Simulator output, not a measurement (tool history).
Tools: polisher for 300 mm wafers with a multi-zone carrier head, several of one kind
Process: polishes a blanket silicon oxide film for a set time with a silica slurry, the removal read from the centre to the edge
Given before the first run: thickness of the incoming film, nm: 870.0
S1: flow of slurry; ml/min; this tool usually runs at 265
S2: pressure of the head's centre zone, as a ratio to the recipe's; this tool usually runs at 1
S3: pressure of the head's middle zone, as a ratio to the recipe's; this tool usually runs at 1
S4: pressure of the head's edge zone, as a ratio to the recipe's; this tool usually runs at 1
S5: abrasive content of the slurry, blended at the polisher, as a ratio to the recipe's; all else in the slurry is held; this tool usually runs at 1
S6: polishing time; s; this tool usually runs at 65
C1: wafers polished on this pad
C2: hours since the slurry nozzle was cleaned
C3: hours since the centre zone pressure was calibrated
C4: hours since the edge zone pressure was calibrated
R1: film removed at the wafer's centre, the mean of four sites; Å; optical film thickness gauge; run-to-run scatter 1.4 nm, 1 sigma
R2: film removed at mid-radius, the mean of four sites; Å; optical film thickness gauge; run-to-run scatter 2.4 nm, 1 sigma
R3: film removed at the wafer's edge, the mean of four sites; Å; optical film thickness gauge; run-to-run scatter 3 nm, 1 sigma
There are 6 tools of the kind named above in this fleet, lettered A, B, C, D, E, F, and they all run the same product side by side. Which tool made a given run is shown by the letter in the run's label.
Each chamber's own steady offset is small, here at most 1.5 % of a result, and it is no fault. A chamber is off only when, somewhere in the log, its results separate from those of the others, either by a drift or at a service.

-- day=0.029 chamber E: edge zone pressure recalibrated
run 1B day=0.096 | S1=265 S2=1 S3=1 S4=1 S5=1 S6=65 | C1=402 C2=291.4 C3=346.1 C4=605.7 | R1=2311.2 R2=2309.8 R3=2265.3
run 2D day=0.267 | S1=265 S2=1 S3=1 S4=1 S5=1 S6=65 | C1=136 C2=587.8 C3=109.5 C4=258.7 | R1=2286 R2=2295.5 R3=2420
-- day=0.404 chamber B: worn pad replaced by a new one
run 3E day=0.446 | S1=265 S2=1 S3=1 S4=1 S5=1 S6=65 | C1=284 C2=275.4 C3=433.6 C4=10.1 | R1=2315.6 R2=2356.1 R3=2330.6
run 4F day=0.567 | S1=265 S2=1 S3=1 S4=1 S5=1 S6=65 | C1=332 C2=622.8 C3=131.5 C4=77.1 | R1=2333.9 R2=2382.8 R3=2330.9
-- day=0.575 chamber F: slurry nozzle cleaned
run 5C day=0.783 | S1=265 S2=1 S3=1 S4=1 S5=1 S6=65 | C1=350 C2=221.8 C3=671.5 C4=142.8 | R1=2336.2 R2=2393.1 R3=2286.7
-- day=0.933 chamber A: worn pad replaced by a new one
run 6A day=0.954 | S1=265 S2=1 S3=1 S4=1 S5=1 S6=65 | C1=7 C2=149.1 C3=174 C4=138.9 | R1=2309.3 R2=2326.5 R3=2290.1
run 7F day=1.121 | S1=265 S2=1 S3=1 S4=1 S5=1 S6=65 | C1=504 C2=13.2 C3=144.8 C4=90.4 | R1=2337 R2=2334.6 R3=2306.5
run 8C day=1.275 | S1=265 S2=1.11 S3=1 S4=0.93 S5=1 S6=65 | C1=502 C2=233.6 C3=683.3 C4=154.6 | R1=2606.2 R2=2374.4 R3=2213.1
run 9E day=1.396 | S1=265 S2=1.11 S3=1 S4=0.93 S5=1 S6=65 | C1=579 C2=298.2 C3=456.4 C4=32.9 | R1=2593.6 R2=2367 R3=2224.9
run 10A day=1.562 | S1=265 S2=1.11 S3=1 S4=0.93 S5=1 S6=65 | C1=196 C2=163.7 C3=188.6 C4=153.5 | R1=2600.6 R2=2372 R3=2237.4
run 11B day=1.683 | S1=265 S2=1.11 S3=1 S4=0.93 S5=1 S6=65 | C1=396 C2=329.5 C3=384.2 C4=643.8 | R1=2594 R2=2296.1 R3=2287.6
run 12D day=1.867 | S1=265 S2=1.11 S3=1 S4=0.93 S5=1 S6=65 | C1=633 C2=626.2 C3=147.9 C4=297.1 | R1=2595.3 R2=2314.6 R3=2233
run 13F day=2.058 | S1=265 S2=1.11 S3=1 S4=0.93 S5=1 S6=65 | C1=794 C2=35.7 C3=167.3 C4=112.9 | R1=2635.5 R2=2342.2 R3=2246.6
run 14B day=2.279 | S1=265 S2=1 S3=1 S4=0.9 S5=1.25 S6=65 | C1=581 C2=343.8 C3=398.5 C4=658.1 | R1=2556.2 R2=2561.7 R3=2467.9
-- day=2.288 chamber B: worn pad replaced by a new one
-- day=2.3 chamber E: worn pad replaced by a new one
run 15E day=2.425 | S1=265 S2=1 S3=1 S4=0.9 S5=1.25 S6=65 | C1=38 C2=322.9 C3=481.1 C4=57.6 | R1=2536 R2=2551 R3=2389.3
run 16C day=2.625 | S1=265 S2=1 S3=1 S4=0.9 S5=1.25 S6=65 | C1=921 C2=266 C3=715.7 C4=187 | R1=2546.9 R2=2597.3 R3=2421.2
run 17D day=2.725 | S1=265 S2=1 S3=1 S4=0.9 S5=1.25 S6=65 | C1=899 C2=646.8 C3=168.5 C4=317.7 | R1=2562.4 R2=2600.2 R3=2439.2
run 18A day=2.917 | S1=265 S2=1 S3=1 S4=0.9 S5=1.25 S6=65 | C1=616 C2=196.2 C3=221.1 C4=186 | R1=2524.7 R2=2585.3 R3=2480.7
run 19B day=3.079 | S1=265 S2=1 S3=1 S4=0.9 S5=1.25 S6=65 | C1=246 C2=363 C3=417.7 C4=677.3 | R1=2561.2 R2=2569.4 R3=2416.9
run 20C day=3.275 | S1=265 S2=1 S3=1 S4=1 S5=1 S6=65 | C1=1123 C2=281.6 C3=731.3 C4=202.6 | R1=2314.8 R2=2339.5 R3=2314.1
-- day=3.279 chamber D: worn pad replaced by a new one
run 21F day=3.442 | S1=350 S2=1 S3=1 S4=1 S5=1 S6=65 | C1=1223 C2=68.9 C3=200.5 C4=146.1 | R1=2387.6 R2=2392.2 R3=2371.9
-- day=3.621 chamber F: worn pad replaced by a new one
run 22A day=3.65 | S1=350 S2=1 S3=1 S4=1 S5=1 S6=65 | C1=843 C2=213.8 C3=238.7 C4=203.6 | R1=2294.8 R2=2386.1 R3=2382.7
-- day=3.658 chamber B: slurry nozzle cleaned
run 23E day=3.833 | S1=350 S2=1 S3=1 S4=1 S5=1 S6=65 | C1=475 C2=356.7 C3=514.9 C4=91.4 | R1=2418.8 R2=2361.3 R3=2420.4
-- day=3.929 chamber B: worn pad replaced by a new one
-- day=3.942 chamber A: worn pad replaced by a new one
run 24D day=4.017 | S1=350 S2=1 S3=1 S4=1 S5=1 S6=65 | C1=229 C2=677.8 C3=199.5 C4=348.7 | R1=2379.4 R2=2342.5 R3=2387.1
run 25B day=4.133 | S1=350 S2=1 S3=1 S4=1 S5=1 S6=65 | C1=63 C2=11.5 C3=443 C4=702.6 | R1=2396.2 R2=2382.7 R3=2417.8
run 26E day=4.338 | S1=350 S2=1 S3=1 S4=1 S5=1 S6=65 | C1=632 C2=368.8 C3=527 C4=103.5 | R1=2389.5 R2=2412.5 R3=2390.4
-- day=4.438 chamber C: worn pad replaced by a new one
run 27F day=4.55 | S1=265 S2=1 S3=1 S4=1 S5=1 S6=65 | C1=288 C2=95.5 C3=227.1 C4=172.7 | R1=2335.8 R2=2309.6 R3=2270.8
run 28A day=4.721 | S1=265 S2=1 S3=1 S4=1 S5=1 S6=65 | C1=242 C2=239.5 C3=264.4 C4=229.3 | R1=2211.4 R2=2363 R3=2358.3
run 29D day=4.838 | S1=265 S2=1 S3=1 S4=1 S5=1 S6=65 | C1=484 C2=697.5 C3=219.2 C4=368.4 | R1=2329.2 R2=2331.9 R3=2293.7
run 30C day=4.975 | S1=265 S2=1 S3=1 S4=1 S5=1 S6=65 | C1=167 C2=322.4 C3=772.1 C4=243.4 | R1=2309.1 R2=2343.6 R3=2326.5
-- day=5.138 chamber E: worn pad replaced by a new one
run 31B day=5.146 | S1=265 S2=1 S3=1 S4=1 S5=1 S6=65 | C1=377 C2=35.8 C3=467.3 C4=726.9 | R1=2321.1 R2=2340.7 R3=2333.4
run 32C day=5.267 | S1=265 S2=1 S3=1 S4=1 S5=1 S6=65 | C1=257 C2=329.4 C3=779.1 C4=250.4 | R1=2329.9 R2=2423.4 R3=2284.6
-- day=5.271 chamber E: centre zone pressure recalibrated
run 33F day=5.379 | S1=265 S2=0.89 S3=1 S4=0.9 S5=1 S6=65 | C1=545 C2=115.4 C3=247 C4=192.6 | R1=2062.8 R2=2346.3 R3=2168.5
-- day=5.429 chamber D: slurry nozzle cleaned
run 34A day=5.579 | S1=265 S2=0.89 S3=1 S4=0.9 S5=1 S6=65 | C1=508 C2=260.1 C3=285 C4=249.9 | R1=1950.5 R2=2371.7 R3=2218.7
run 35E day=5.746 | S1=265 S2=0.89 S3=1 S4=0.9 S5=1 S6=65 | C1=189 C2=402.6 C3=11.5 C4=137.3 | R1=2038.1 R2=2337.2 R3=2224.8
run 36D day=5.925 | S1=265 S2=0.89 S3=1 S4=0.9 S5=1 S6=65 | C1=821 C2=11.9 C3=245.3 C4=394.5 | R1=2038.2 R2=2307 R3=2198.3
run 37F day=6.092 | S1=265 S2=0.89 S3=1 S4=0.9 S5=1 S6=65 | C1=766 C2=132.5 C3=264.1 C4=209.7 | R1=2036.1 R2=2338.1 R3=2146

Predict what each chamber gives when all 6 of them run the settings below next.
run 38A day=6.254 | S1=265 S2=1 S3=1 S4=1 S5=1 S6=65 | R1=? R2=? R3=?
run 38B day=6.254 | S1=265 S2=1 S3=1 S4=1 S5=1 S6=65 | R1=? R2=? R3=?
run 38C day=6.254 | S1=265 S2=1 S3=1 S4=1 S5=1 S6=65 | R1=? R2=? R3=?
run 38D day=6.254 | S1=265 S2=1 S3=1 S4=1 S5=1 S6=65 | R1=? R2=? R3=?
run 38E day=6.254 | S1=265 S2=1 S3=1 S4=1 S5=1 S6=65 | R1=? R2=? R3=?
run 38F day=6.254 | S1=265 S2=1 S3=1 S4=1 S5=1 S6=65 | R1=? R2=? R3=?

run=38A R1=2198 R2=2328.1 R3=2374.6
run=38B R1=2307.8 R2=2306.3 R3=2330.8
run=38C R1=2309.2 R2=2365.4 R3=2291.7
run=38D R1=2340.2 R2=2328.9 R3=2401.7
run=38E R1=2329.5 R2=2352.3 R3=2329.5
run=38F R1=2336.1 R2=2343.4 R3=2231.8

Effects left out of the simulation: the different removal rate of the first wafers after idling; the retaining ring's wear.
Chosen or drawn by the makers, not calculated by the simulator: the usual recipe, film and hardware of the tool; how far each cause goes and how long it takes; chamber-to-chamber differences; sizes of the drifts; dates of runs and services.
